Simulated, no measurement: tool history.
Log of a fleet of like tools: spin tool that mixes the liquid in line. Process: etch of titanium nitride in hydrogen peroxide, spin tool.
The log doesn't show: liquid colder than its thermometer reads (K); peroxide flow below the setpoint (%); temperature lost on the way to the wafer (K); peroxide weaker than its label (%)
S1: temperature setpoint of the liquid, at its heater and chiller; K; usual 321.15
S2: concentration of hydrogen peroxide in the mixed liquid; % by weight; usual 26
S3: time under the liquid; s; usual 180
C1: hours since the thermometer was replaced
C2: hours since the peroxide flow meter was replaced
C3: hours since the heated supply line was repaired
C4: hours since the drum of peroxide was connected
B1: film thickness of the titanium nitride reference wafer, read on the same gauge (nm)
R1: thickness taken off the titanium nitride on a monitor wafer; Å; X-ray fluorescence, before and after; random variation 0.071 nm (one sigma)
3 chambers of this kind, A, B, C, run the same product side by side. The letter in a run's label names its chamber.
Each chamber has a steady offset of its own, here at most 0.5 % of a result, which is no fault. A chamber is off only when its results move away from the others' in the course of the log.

run	day	S1	S2	S3	C1	C2	C3	C4	B1	R1
1B	0.225	321.15	26	180	1377.2	616.2	1877.1	690.2	39.975	71.308
2A	0.454	321.15	26	180	711.7	123.4	2035.3	520.3	40.003	70.856
3C	0.667	321.15	26	180	1128	1551	124.7	107.2	39.982	72.7
4C	0.8	321.15	26	180	1131.2	1554.2	127.9	110.4	40.006	72.34
5A	1	321.15	26	180	724.8	136.5	2048.4	533.4	40.034	71.583
6B	1.167	321.15	26	180	1399.8	638.8	1899.7	712.8	39.986	72.179
7A	1.396	321.15	26	180	734.3	146	2057.9	542.9	40.016	71.305
# day 1.492: chamber B: heated supply line repaired
8C	1.596	321.15	23	180	1150.3	1573.3	147	129.5	39.979	69.741
9B	1.812	321.15	23	180	1415.3	654.3	7.7	728.3	39.99	69.669
10A	2.021	321.15	23	180	749.3	161	2072.9	557.9	40.031	69.543
11C	2.158	321.15	26	180	1163.8	1586.8	160.5	143	40.018	71.807
12B	2.304	321.15	29	180	1427.1	666.1	19.5	740.1	40.002	74.033
13B	2.521	321.15	29	180	1432.3	671.3	24.7	745.3	40.003	73.192
14A	2.729	321.15	29	180	766.3	178	2089.9	574.9	40.009	73.324
15C	2.879	321.15	29.5	180	1181.1	1604.1	177.8	160.3	39.992	74.02
16B	3.004	321.15	29.5	180	1443.9	682.9	36.3	756.9	39.997	73.809
17C	3.146	321.15	29.5	180	1187.5	1610.5	184.2	166.7	40.005	74.398
18A	3.333	311.65	26	280	780.8	192.5	2104.4	589.4	40.014	53.891
19B	3.558	311.65	26	280	1457.2	696.2	49.6	770.2	40.001	55.48
20A	3.7	311.65	26	280	789.6	201.3	2113.2	598.2	39.998	54.386
21C	3.933	321.15	26	245	1206.4	1629.4	203.1	185.6	39.972	97.447
22A	4.038	321.15	26	245	797.7	209.4	2121.3	606.3	40.023	96.794
23B	4.262	321.15	26	245	1474.1	713.1	66.5	787.1	40.009	98.261
24C	4.446	321.15	26	180	1218.7	1641.7	215.4	197.9	40.026	72.215
25A	4.579	321.15	26	180	810.7	222.4	2134.3	619.3	40	71.947
26B	4.692	316.15	26	145	1484.4	723.4	76.8	797.4	39.968	40.12
27C	4.862	316.15	26	145	1228.7	1651.7	225.4	207.9	40.008	40.627
28B	4.983	316.15	26	145	1491.4	730.4	83.8	804.4	40.001	39.396
29C	5.125	321.15	26	180	1235	1658	231.7	214.2	40.009	72.453
30A	5.342	321.15	26	180	829	240.7	2152.6	637.6	39.974	71.19
# day 5.404: chamber A: new drum of peroxide connected
31B	5.462	321.15	26	180	1502.9	741.9	95.3	815.9	39.98	70.503
32C	5.608	321.15	26	180	1246.6	1669.6	243.3	225.8	39.99	72.031
33A	5.733	321.15	26	180	838.4	250.1	2162	8	40.015	71.951
34C	5.904	321.15	26	180	1253.7	1676.7	250.4	232.9	40.024	71.778
35B	6.129	321.15	26	180	1518.9	757.9	111.3	831.9	39.992	71.729
36A	6.35	321.15	26	180	853.2	264.9	2176.8	22.8	40.012	71.435
37C	6.462	321.15	26	145	1267.1	1690.1	263.8	246.3	40.009	57.467
38A	6.617	321.15	26	145	859.6	271.3	2183.2	29.2	39.988	57.247
39B	6.796	321.15	26	145	1534.9	773.9	127.3	847.9	39.988	58.317
40B	7.029	321.15	26	180	1540.5	779.5	132.9	853.5	39.97	72.204

Next, every chamber runs the same settings. What will each give?
41A	7.2	321.15	26	180						?
41B	7.2	321.15	26	180						?
41C	7.2	321.15	26	180						?

run	R1
41A	71.156
41B	73.138
41C	72.472

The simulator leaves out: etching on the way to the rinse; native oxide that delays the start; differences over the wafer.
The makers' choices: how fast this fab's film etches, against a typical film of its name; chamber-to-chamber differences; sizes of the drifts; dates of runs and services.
